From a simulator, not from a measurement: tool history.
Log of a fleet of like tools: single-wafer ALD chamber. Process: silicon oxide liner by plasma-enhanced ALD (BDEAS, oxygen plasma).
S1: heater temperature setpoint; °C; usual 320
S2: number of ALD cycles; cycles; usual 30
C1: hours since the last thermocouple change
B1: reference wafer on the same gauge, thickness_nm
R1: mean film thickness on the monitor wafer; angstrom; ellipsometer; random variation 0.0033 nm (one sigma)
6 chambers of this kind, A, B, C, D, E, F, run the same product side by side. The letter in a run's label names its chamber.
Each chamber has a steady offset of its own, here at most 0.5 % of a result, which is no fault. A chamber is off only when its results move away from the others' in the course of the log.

{"run": "1A", "hour": 10.8, "S1": 320, "S2": 30, "C1": 1200.9, "B1": 2.6507, "R1": 27.217}
{"run": "2B", "hour": 16.5, "S1": 320, "S2": 30, "C1": 644.7, "B1": 2.6516, "R1": 26.981}
{"run": "3D", "hour": 22.5, "S1": 320, "S2": 30, "C1": 1094.7, "B1": 2.6506, "R1": 27.007}
{"run": "4C", "hour": 27.6, "S1": 320, "S2": 30, "C1": 1732.9, "B1": 2.651, "R1": 27.227}
{"run": "5E", "hour": 38.3, "S1": 334, "S2": 34, "C1": 1648.2, "B1": 2.6517, "R1": 30.218}
{"run": "6F", "hour": 44.0, "S1": 334, "S2": 34, "C1": 1637.6, "B1": 2.6518, "R1": 30.097}
{"run": "7C", "hour": 49.2, "S1": 334, "S2": 34, "C1": 1754.5, "B1": 2.6513, "R1": 30.245}
{"run": "8B", "hour": 58.5, "S1": 334, "S2": 34, "C1": 686.7, "B1": 2.653, "R1": 30.097}
{"run": "9D", "hour": 64.2, "S1": 334, "S2": 34, "C1": 1136.4, "B1": 2.6528, "R1": 29.995}
{"run": "10E", "hour": 74.5, "S1": 334, "S2": 34, "C1": 1684.4, "B1": 2.653, "R1": 30.15}
{"run": "11A", "hour": 81.8, "S1": 309, "S2": 33, "C1": 1271.9, "B1": 2.6536, "R1": 30.425}
{"run": "12F", "hour": 91.4, "S1": 309, "S2": 33, "C1": 1685.0, "B1": 2.6541, "R1": 30.285}
{"run": "13A", "hour": 97.2, "S1": 309, "S2": 33, "C1": 1287.3, "B1": 2.6533, "R1": 30.496}
{"run": "14D", "hour": 106.2, "S1": 309, "S2": 33, "C1": 1178.4, "B1": 2.6544, "R1": 30.236}
{"run": "15E", "hour": 115.9, "S1": 309, "S2": 33, "C1": 1725.8, "B1": 2.6552, "R1": 30.426}
{"run": "16B", "hour": 120.9, "S1": 309, "S2": 33, "C1": 749.1, "B1": 2.6543, "R1": 30.293}
{"run": "17F", "hour": 129.7, "S1": 320, "S2": 30, "C1": 1723.3, "B1": 2.6554, "R1": 27.092}
{"run": "18C", "hour": 138.7, "S1": 320, "S2": 30, "C1": 1844.0, "B1": 2.6559, "R1": 27.196}
{"run": "19A", "hour": 146.0, "S1": 320, "S2": 30, "C1": 1336.1, "B1": 2.6555, "R1": 27.232}
{"run": "20E", "hour": 155.1, "S1": 334, "S2": 33, "C1": 1765.0, "B1": 2.6564, "R1": 29.307}
{"run": "21D", "hour": 165.6, "S1": 334, "S2": 33, "C1": 1237.8, "B1": 2.6575, "R1": 29.247}
{"run": "22B", "hour": 173.5, "S1": 334, "S2": 33, "C1": 801.7, "B1": 2.6577, "R1": 29.234}
{"run": "23F", "hour": 178.7, "S1": 334, "S2": 33, "C1": 1772.3, "B1": 2.6575, "R1": 29.257}
{"run": "24C", "hour": 187.8, "S1": 334, "S2": 33, "C1": 1893.1, "B1": 2.6576, "R1": 29.364}
{"run": "25E", "hour": 196.6, "S1": 334, "S2": 33, "C1": 1806.5, "B1": 2.6581, "R1": 29.272}
{"run": "26A", "hour": 206.2, "S1": 320, "S2": 30, "C1": 1396.3, "B1": 2.658, "R1": 27.317}
{"run": "27D", "hour": 216.6, "S1": 320, "S2": 30, "C1": 1288.8, "B1": 2.6594, "R1": 27.123}
{"run": "28F", "hour": 222.3, "S1": 320, "S2": 30, "C1": 1815.9, "B1": 2.659, "R1": 27.154}
{"run": "29B", "hour": 233.3, "S1": 320, "S2": 30, "C1": 861.5, "B1": 2.6603, "R1": 27.168}
{"run": "30C", "hour": 243.7, "S1": 320, "S2": 30, "C1": 1949.0, "B1": 2.66, "R1": 27.294}
{"run": "31C", "hour": 253.1, "S1": 320, "S2": 30, "C1": 1958.4, "B1": 2.6605, "R1": 27.307}
{"run": "32D", "hour": 262.6, "S1": 320, "S2": 30, "C1": 1334.8, "B1": 2.6605, "R1": 27.141}
{"run": "33B", "hour": 272.1, "S1": 320, "S2": 30, "C1": 900.3, "B1": 2.6603, "R1": 27.159}
{"run": "34A", "hour": 282.5, "S1": 320, "S2": 35, "C1": 1472.6, "B1": 2.6614, "R1": 31.831}
{"run": "35E", "hour": 292.9, "S1": 320, "S2": 35, "C1": 1902.8, "B1": 2.6623, "R1": 31.804}
{"run": "36F", "hour": 300.8, "S1": 320, "S2": 35, "C1": 1894.4, "B1": 2.6621, "R1": 31.737}
{"run": "37B", "hour": 308.1, "S1": 320, "S2": 35, "C1": 936.3, "B1": 2.6624, "R1": 31.759}
{"run": "38F", "hour": 314.5, "S1": 320, "S2": 35, "C1": 1908.1, "B1": 2.6626, "R1": 31.713}

All 6 chambers run these settings next. Forecast each chamber's results:
{"run": "39A", "hour": 322.5, "S1": 320, "S2": 30, "R1": "?"}
{"run": "39B", "hour": 322.5, "S1": 320, "S2": 30, "R1": "?"}
{"run": "39C", "hour": 322.5, "S1": 320, "S2": 30, "R1": "?"}
{"run": "39D", "hour": 322.5, "S1": 320, "S2": 30, "R1": "?"}
{"run": "39E", "hour": 322.5, "S1": 320, "S2": 30, "R1": "?"}
{"run": "39F", "hour": 322.5, "S1": 320, "S2": 30, "R1": "?"}

run=39A R1=27.280
run=39B R1=27.143
run=39C R1=27.281
run=39D R1=27.148
run=39E R1=27.297
run=39F R1=27.226

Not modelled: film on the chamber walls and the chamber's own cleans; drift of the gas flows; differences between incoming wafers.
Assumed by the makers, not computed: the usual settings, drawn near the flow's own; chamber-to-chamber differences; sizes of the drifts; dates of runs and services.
